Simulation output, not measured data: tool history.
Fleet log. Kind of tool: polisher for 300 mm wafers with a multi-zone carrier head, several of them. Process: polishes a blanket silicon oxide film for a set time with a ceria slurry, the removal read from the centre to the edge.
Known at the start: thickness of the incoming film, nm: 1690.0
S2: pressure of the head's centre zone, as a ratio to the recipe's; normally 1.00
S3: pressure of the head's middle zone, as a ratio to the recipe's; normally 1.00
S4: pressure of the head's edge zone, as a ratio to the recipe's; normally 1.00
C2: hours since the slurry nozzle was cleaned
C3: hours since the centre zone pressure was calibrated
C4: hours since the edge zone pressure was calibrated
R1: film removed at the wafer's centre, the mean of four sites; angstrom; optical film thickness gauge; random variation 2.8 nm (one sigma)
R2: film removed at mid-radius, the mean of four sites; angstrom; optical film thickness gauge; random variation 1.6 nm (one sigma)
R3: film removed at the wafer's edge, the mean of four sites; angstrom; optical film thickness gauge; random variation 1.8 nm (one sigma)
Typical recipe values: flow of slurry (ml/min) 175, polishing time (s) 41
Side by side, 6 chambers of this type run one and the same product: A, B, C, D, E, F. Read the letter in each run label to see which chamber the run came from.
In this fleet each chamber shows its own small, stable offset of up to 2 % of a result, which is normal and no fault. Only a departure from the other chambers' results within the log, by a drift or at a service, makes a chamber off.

run 1A hour=3.4 | flow_of_slurry_(ml/min)=175 S2=1.00 S3=1.00 S4=1.00 polishing_time_(s)=41 | wafers_polished_on_this_pad=518 C2=287.6 C3=318.0 C4=10.4 | R1=2155.2 R2=2156.9 R3=2138.7
run 2E hour=10.1 | flow_of_slurry_(ml/min)=175 S2=1.00 S3=1.00 S4=1.00 polishing_time_(s)=41 | wafers_polished_on_this_pad=709 C2=272.6 C3=245.4 C4=231.6 | R1=2197.9 R2=2156.0 R3=2143.2
-- hour=11.4 chamber A: worn pad replaced by a new one
run 3D hour=13.1 | flow_of_slurry_(ml/min)=175 S2=1.00 S3=1.00 S4=1.00 polishing_time_(s)=41 | wafers_polished_on_this_pad=477 C2=347.9 C3=464.5 C4=196.9 | R1=2130.1 R2=2144.2 R3=2102.5
run 4B hour=19.6 | flow_of_slurry_(ml/min)=175 S2=1.00 S3=1.00 S4=1.00 polishing_time_(s)=41 | wafers_polished_on_this_pad=1120 C2=160.1 C3=339.9 C4=196.9 | R1=2122.4 R2=2143.3 R3=2130.4
-- hour=20.2 chamber D: slurry nozzle cleaned
run 5F hour=26.4 | flow_of_slurry_(ml/min)=175 S2=1.00 S3=1.00 S4=0.96 polishing_time_(s)=46 | wafers_polished_on_this_pad=1189 C2=225.4 C3=1289.2 C4=28.7 | R1=2381.3 R2=2387.2 R3=2346.3
run 6C hour=29.6 | flow_of_slurry_(ml/min)=175 S2=1.00 S3=1.00 S4=0.96 polishing_time_(s)=46 | wafers_polished_on_this_pad=961 C2=563.5 C3=768.8 C4=278.2 | R1=2371.9 R2=2360.7 R3=2324.7
-- hour=32.9 chamber E: worn pad replaced by a new one
run 7E hour=35.3 | flow_of_slurry_(ml/min)=175 S2=1.00 S3=1.00 S4=0.96 polishing_time_(s)=46 | wafers_polished_on_this_pad=22 C2=297.8 C3=270.6 C4=256.8 | R1=2439.5 R2=2400.9 R3=2349.9
-- hour=37.3 chamber F: worn pad replaced by a new one
run 8C hour=38.9 | flow_of_slurry_(ml/min)=175 S2=1.00 S3=1.00 S4=0.96 polishing_time_(s)=46 | wafers_polished_on_this_pad=1046 C2=572.8 C3=778.1 C4=287.5 | R1=2319.7 R2=2291.9 R3=2340.0
-- hour=39.1 chamber C: worn pad replaced by a new one
-- hour=40.8 chamber A: slurry nozzle cleaned
run 9D hour=44.2 | flow_of_slurry_(ml/min)=175 S2=1.00 S3=1.00 S4=0.96 polishing_time_(s)=46 | wafers_polished_on_this_pad=764 C2=24.0 C3=495.6 C4=228.0 | R1=2346.4 R2=2360.9 R3=2325.8
run 10F hour=48.3 | flow_of_slurry_(ml/min)=175 S2=1.00 S3=1.00 S4=0.96 polishing_time_(s)=46 | wafers_polished_on_this_pad=101 C2=247.3 C3=1311.1 C4=50.6 | R1=2374.9 R2=2368.2 R3=2317.6
-- hour=50.3 chamber C: slurry nozzle cleaned
run 11B hour=53.3 | flow_of_slurry_(ml/min)=175 S2=1.00 S3=1.00 S4=1.00 polishing_time_(s)=41 | wafers_polished_on_this_pad=1431 C2=193.8 C3=373.6 C4=230.6 | R1=2132.6 R2=2125.0 R3=2128.2
run 12A hour=56.3 | flow_of_slurry_(ml/min)=175 S2=1.00 S3=1.00 S4=1.00 polishing_time_(s)=41 | wafers_polished_on_this_pad=415 C2=15.5 C3=370.9 C4=63.3 | R1=2144.1 R2=2123.5 R3=2149.1
run 13B hour=59.5 | flow_of_slurry_(ml/min)=175 S2=1.00 S3=1.04 S4=0.94 polishing_time_(s)=41 | wafers_polished_on_this_pad=1489 C2=200.0 C3=379.8 C4=236.8 | R1=2157.2 R2=2207.7 R3=2088.9
run 14E hour=63.7 | flow_of_slurry_(ml/min)=175 S2=1.00 S3=1.04 S4=0.94 polishing_time_(s)=41 | wafers_polished_on_this_pad=284 C2=326.2 C3=299.0 C4=285.2 | R1=2133.1 R2=2216.0 R3=2062.5
run 15D hour=68.0 | flow_of_slurry_(ml/min)=175 S2=1.00 S3=1.04 S4=0.94 polishing_time_(s)=41 | wafers_polished_on_this_pad=984 C2=47.8 C3=519.4 C4=251.8 | R1=2079.8 R2=2217.0 R3=2021.0
-- hour=70.1 chamber D: worn pad replaced by a new one
-- hour=70.2 chamber B: worn pad replaced by a new one
run 16A hour=72.7 | flow_of_slurry_(ml/min)=175 S2=1.00 S3=1.04 S4=0.94 polishing_time_(s)=41 | wafers_polished_on_this_pad=566 C2=31.9 C3=387.3 C4=79.7 | R1=2124.3 R2=2219.0 R3=2097.8
-- hour=77.4 chamber A: worn pad replaced by a new one
run 17C hour=77.9 | flow_of_slurry_(ml/min)=175 S2=1.00 S3=1.04 S4=0.94 polishing_time_(s)=41 | wafers_polished_on_this_pad=358 C2=27.6 C3=817.1 C4=326.5 | R1=2154.4 R2=2156.1 R3=2053.0
run 18F hour=83.5 | flow_of_slurry_(ml/min)=175 S2=1.00 S3=1.04 S4=0.94 polishing_time_(s)=41 | wafers_polished_on_this_pad=426 C2=282.5 C3=1346.3 C4=85.8 | R1=2089.2 R2=2231.5 R3=2065.0
-- hour=83.6 chamber F: slurry nozzle cleaned
run 19F hour=87.9 | flow_of_slurry_(ml/min)=175 S2=1.00 S3=1.00 S4=1.00 polishing_time_(s)=41 | wafers_polished_on_this_pad=467 C2=4.3 C3=1350.7 C4=90.2 | R1=2094.4 R2=2111.4 R3=2116.0
run 20B hour=94.6 | flow_of_slurry_(ml/min)=195 S2=1.00 S3=1.00 S4=1.08 polishing_time_(s)=41 | wafers_polished_on_this_pad=225 C2=235.1 C3=414.9 C4=271.9 | R1=2205.3 R2=2160.5 R3=2238.2
run 21A hour=98.6 | flow_of_slurry_(ml/min)=195 S2=1.00 S3=1.00 S4=1.08 polishing_time_(s)=41 | wafers_polished_on_this_pad=196 C2=57.8 C3=413.2 C4=105.6 | R1=2148.1 R2=2129.2 R3=2283.2
run 22E hour=102.7 | flow_of_slurry_(ml/min)=195 S2=1.00 S3=1.00 S4=1.08 polishing_time_(s)=41 | wafers_polished_on_this_pad=645 C2=365.2 C3=338.0 C4=324.2 | R1=2233.6 R2=2181.9 R3=2255.5
run 23D hour=106.1 | flow_of_slurry_(ml/min)=195 S2=1.00 S3=1.00 S4=1.08 polishing_time_(s)=41 | wafers_polished_on_this_pad=333 C2=85.9 C3=557.5 C4=289.9 | R1=2174.2 R2=2185.2 R3=2205.4
run 24C hour=109.7 | flow_of_slurry_(ml/min)=195 S2=1.00 S3=1.00 S4=1.08 polishing_time_(s)=41 | wafers_polished_on_this_pad=652 C2=59.4 C3=848.9 C4=358.3 | R1=2205.2 R2=2131.0 R3=2231.2
run 25C hour=116.5 | flow_of_slurry_(ml/min)=195 S2=1.00 S3=1.00 S4=1.08 polishing_time_(s)=41 | wafers_polished_on_this_pad=715 C2=66.2 C3=855.7 C4=365.1 | R1=2149.8 R2=2112.4 R3=2252.0
run 26D hour=120.3 | flow_of_slurry_(ml/min)=175 S2=1.00 S3=1.00 S4=1.00 polishing_time_(s)=41 | wafers_polished_on_this_pad=464 C2=100.1 C3=571.7 C4=304.1 | R1=2186.3 R2=2136.5 R3=2104.8
run 27B hour=123.4 | flow_of_slurry_(ml/min)=175 S2=1.00 S3=1.00 S4=1.00 polishing_time_(s)=41 | wafers_polished_on_this_pad=491 C2=263.9 C3=443.7 C4=300.7 | R1=2132.2 R2=2129.1 R3=2164.5
run 28F hour=130.0 | flow_of_slurry_(ml/min)=175 S2=1.00 S3=1.00 S4=0.94 polishing_time_(s)=41 | wafers_polished_on_this_pad=856 C2=46.4 C3=1392.8 C4=132.3 | R1=2133.7 R2=2105.2 R3=2072.8
-- hour=131.6 chamber E: worn pad replaced by a new one
run 29E hour=133.3 | flow_of_slurry_(ml/min)=175 S2=1.00 S3=1.00 S4=0.94 polishing_time_(s)=41 | wafers_polished_on_this_pad=15 C2=395.8 C3=368.6 C4=354.8 | R1=2104.7 R2=2130.1 R3=2063.7
run 30A hour=139.4 | flow_of_slurry_(ml/min)=175 S2=1.00 S3=1.00 S4=0.94 polishing_time_(s)=41 | wafers_polished_on_this_pad=573 C2=98.6 C3=454.0 C4=146.4 | R1=2126.5 R2=2103.8 R3=2066.7
run 31D hour=142.7 | flow_of_slurry_(ml/min)=175 S2=1.00 S3=1.00 S4=0.94 polishing_time_(s)=41 | wafers_polished_on_this_pad=671 C2=122.5 C3=594.1 C4=326.5 | R1=2090.3 R2=2145.3 R3=2013.0
-- hour=144.0 chamber F: centre zone pressure recalibrated
-- hour=144.5 chamber C: worn pad replaced by a new one
run 32E hour=146.6 | flow_of_slurry_(ml/min)=175 S2=1.00 S3=1.00 S4=0.94 polishing_time_(s)=41 | wafers_polished_on_this_pad=138 C2=409.1 C3=381.9 C4=368.1 | R1=2177.5 R2=2143.6 R3=2063.8
-- hour=150.2 chamber A: worn pad replaced by a new one
run 33B hour=151.2 | flow_of_slurry_(ml/min)=175 S2=1.00 S3=1.00 S4=0.94 polishing_time_(s)=41 | wafers_polished_on_this_pad=748 C2=291.7 C3=471.5 C4=328.5 | R1=2115.8 R2=2118.7 R3=2072.1
run 34C hour=158.0 | flow_of_slurry_(ml/min)=175 S2=1.00 S3=1.00 S4=1.00 polishing_time_(s)=41 | wafers_polished_on_this_pad=124 C2=107.7 C3=897.2 C4=406.6 | R1=2136.4 R2=2071.9 R3=2150.4
run 35A hour=162.8 | flow_of_slurry_(ml/min)=175 S2=1.00 S3=1.00 S4=1.00 polishing_time_(s)=41 | wafers_polished_on_this_pad=116 C2=122.0 C3=477.4 C4=169.8 | R1=2144.5 R2=2151.6 R3=2130.2
run 36F hour=167.2 | flow_of_slurry_(ml/min)=175 S2=1.00 S3=1.00 S4=1.00 polishing_time_(s)=41 | wafers_polished_on_this_pad=1200 C2=83.6 C3=23.3 C4=169.5 | R1=2134.3 R2=2137.8 R3=2148.4
run 37A hour=171.7 | flow_of_slurry_(ml/min)=175 S2=1.00 S3=1.00 S4=1.00 polishing_time_(s)=41 | wafers_polished_on_this_pad=198 C2=130.9 C3=486.3 C4=178.7 | R1=2141.4 R2=2153.1 R3=2166.0
-- hour=173.0 chamber F: worn pad replaced by a new one
run 38F hour=175.2 | flow_of_slurry_(ml/min)=175 S2=1.00 S3=1.00 S4=1.00 polishing_time_(s)=41 | wafers_polished_on_this_pad=20 C2=91.6 C3=31.3 C4=177.5 | R1=2064.6 R2=2175.8 R3=2147.0
run 39E hour=182.1 | flow_of_slurry_(ml/min)=175 S2=0.92 S3=1.06 S4=1.00 polishing_time_(s)=41 | wafers_polished_on_this_pad=466 C2=444.6 C3=417.4 C4=403.6 | R1=1946.9 R2=2237.5 R3=2172.2
run 40D hour=186.3 | flow_of_slurry_(ml/min)=175 S2=0.92 S3=1.06 S4=1.00 polishing_time_(s)=41 | wafers_polished_on_this_pad=1073 C2=166.1 C3=637.7 C4=370.1 | R1=1946.7 R2=2247.3 R3=2101.3

Is one chamber off against the others, does the gauge drift, or is nothing wrong? If a chamber is off, say which, and what the likeliest cause is.

No chamber stands off beyond its own small offset, and the gauge holds steady.

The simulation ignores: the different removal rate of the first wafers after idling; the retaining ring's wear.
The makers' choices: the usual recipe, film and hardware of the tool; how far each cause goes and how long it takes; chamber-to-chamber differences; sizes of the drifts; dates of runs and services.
